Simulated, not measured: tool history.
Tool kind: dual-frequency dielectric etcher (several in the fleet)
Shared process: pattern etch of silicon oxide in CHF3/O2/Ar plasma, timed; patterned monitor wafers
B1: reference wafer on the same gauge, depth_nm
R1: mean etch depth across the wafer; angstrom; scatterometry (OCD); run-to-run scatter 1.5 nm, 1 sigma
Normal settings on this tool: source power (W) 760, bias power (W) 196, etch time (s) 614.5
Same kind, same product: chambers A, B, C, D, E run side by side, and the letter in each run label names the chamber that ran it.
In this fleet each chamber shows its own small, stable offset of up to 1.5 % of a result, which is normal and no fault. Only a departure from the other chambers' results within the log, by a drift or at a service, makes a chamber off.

{"hour": 2.7, "done": "chamber E: wet clean of the chamber"}
{"run": "1E", "hour": 4.0, "source power (W)": 760, "bias power (W)": 196, "etch time (s)": 614.5, "B1": 1569.8, "R1": 13803}
{"run": "2D", "hour": 11.2, "source power (W)": 760, "bias power (W)": 196, "etch time (s)": 614.5, "B1": 1570.9, "R1": 13666}
{"run": "3C", "hour": 16.5, "source power (W)": 760, "bias power (W)": 196, "etch time (s)": 614.5, "B1": 1570.9, "R1": 13571}
{"run": "4A", "hour": 19.7, "source power (W)": 760, "bias power (W)": 196, "etch time (s)": 614.5, "B1": 1570.8, "R1": 13679}
{"run": "5B", "hour": 25.6, "source power (W)": 760, "bias power (W)": 196, "etch time (s)": 696.5, "B1": 1570.9, "R1": 15442}
{"run": "6D", "hour": 29.7, "source power (W)": 760, "bias power (W)": 196, "etch time (s)": 696.5, "B1": 1571.2, "R1": 15493}
{"run": "7A", "hour": 33.9, "source power (W)": 760, "bias power (W)": 196, "etch time (s)": 696.5, "B1": 1571.4, "R1": 15518}
{"run": "8B", "hour": 38.9, "source power (W)": 760, "bias power (W)": 196, "etch time (s)": 696.5, "B1": 1571.5, "R1": 15454}
{"run": "9C", "hour": 44.4, "source power (W)": 760, "bias power (W)": 196, "etch time (s)": 696.5, "B1": 1571.7, "R1": 15389}
{"run": "10E", "hour": 48.6, "source power (W)": 760, "bias power (W)": 196, "etch time (s)": 614.5, "B1": 1572.2, "R1": 13847}
{"run": "11A", "hour": 55.0, "source power (W)": 760, "bias power (W)": 196, "etch time (s)": 614.5, "B1": 1572.4, "R1": 13685}
{"run": "12B", "hour": 59.5, "source power (W)": 760, "bias power (W)": 196, "etch time (s)": 614.5, "B1": 1572.4, "R1": 13637}
{"run": "13D", "hour": 63.5, "source power (W)": 760, "bias power (W)": 196, "etch time (s)": 614.5, "B1": 1572.5, "R1": 13703}
{"run": "14C", "hour": 67.5, "source power (W)": 760, "bias power (W)": 196, "etch time (s)": 614.5, "B1": 1573, "R1": 13603}
{"run": "15E", "hour": 73.8, "source power (W)": 760, "bias power (W)": 196, "etch time (s)": 614.5, "B1": 1572.7, "R1": 13875}
{"run": "16B", "hour": 80.3, "source power (W)": 760, "bias power (W)": 196, "etch time (s)": 614.5, "B1": 1572.6, "R1": 13675}
{"run": "17C", "hour": 86.9, "source power (W)": 760, "bias power (W)": 196, "etch time (s)": 614.5, "B1": 1573.1, "R1": 13563}
{"run": "18E", "hour": 93.4, "source power (W)": 760, "bias power (W)": 196, "etch time (s)": 614.5, "B1": 1573.2, "R1": 13872}
{"run": "19D", "hour": 100.7, "source power (W)": 760, "bias power (W)": 196, "etch time (s)": 614.5, "B1": 1574.5, "R1": 13689}
{"run": "20A", "hour": 106.6, "source power (W)": 760, "bias power (W)": 196, "etch time (s)": 614.5, "B1": 1573.5, "R1": 13709}
{"run": "21C", "hour": 111.0, "source power (W)": 760, "bias power (W)": 196, "etch time (s)": 614.5, "B1": 1573.9, "R1": 13597}
{"run": "22E", "hour": 118.3, "source power (W)": 760, "bias power (W)": 196, "etch time (s)": 614.5, "B1": 1574.2, "R1": 13860}
{"run": "23B", "hour": 124.2, "source power (W)": 760, "bias power (W)": 196, "etch time (s)": 614.5, "B1": 1574.6, "R1": 13659}
{"run": "24D", "hour": 130.8, "source power (W)": 760, "bias power (W)": 196, "etch time (s)": 614.5, "B1": 1574.7, "R1": 13702}
{"run": "25A", "hour": 135.5, "source power (W)": 760, "bias power (W)": 196, "etch time (s)": 614.5, "B1": 1575.6, "R1": 13724}
{"run": "26B", "hour": 141.1, "source power (W)": 760, "bias power (W)": 196, "etch time (s)": 614.5, "B1": 1575.4, "R1": 13657}
{"run": "27C", "hour": 148.1, "source power (W)": 760, "bias power (W)": 196, "etch time (s)": 614.5, "B1": 1575.7, "R1": 13627}
{"hour": 153.1, "done": "chamber A: wet clean of the chamber"}
{"run": "28D", "hour": 154.1, "source power (W)": 760, "bias power (W)": 196, "etch time (s)": 614.5, "B1": 1576.3, "R1": 13714}
{"run": "29E", "hour": 158.5, "source power (W)": 760, "bias power (W)": 196, "etch time (s)": 614.5, "B1": 1575.7, "R1": 13865}
{"run": "30A", "hour": 163.7, "source power (W)": 760, "bias power (W)": 196, "etch time (s)": 614.5, "B1": 1576.4, "R1": 13699}
{"run": "31A", "hour": 168.3, "source power (W)": 760, "bias power (W)": 196, "etch time (s)": 614.5, "B1": 1576.6, "R1": 13704}
{"run": "32E", "hour": 173.3, "source power (W)": 620, "bias power (W)": 196, "etch time (s)": 522, "B1": 1576.7, "R1": 10904}
{"run": "33C", "hour": 178.6, "source power (W)": 620, "bias power (W)": 196, "etch time (s)": 522, "B1": 1576.7, "R1": 10707}

One chamber off, gauge drift, or nothing amiss beyond the chambers' own small offsets? If it is a chamber, which one, and what is the likeliest cause?

It is the gauge, not a chamber: its drift shows up in every chamber's results at once, and no chamber is off.
Cause: gauge reads high (%) = 0.445.
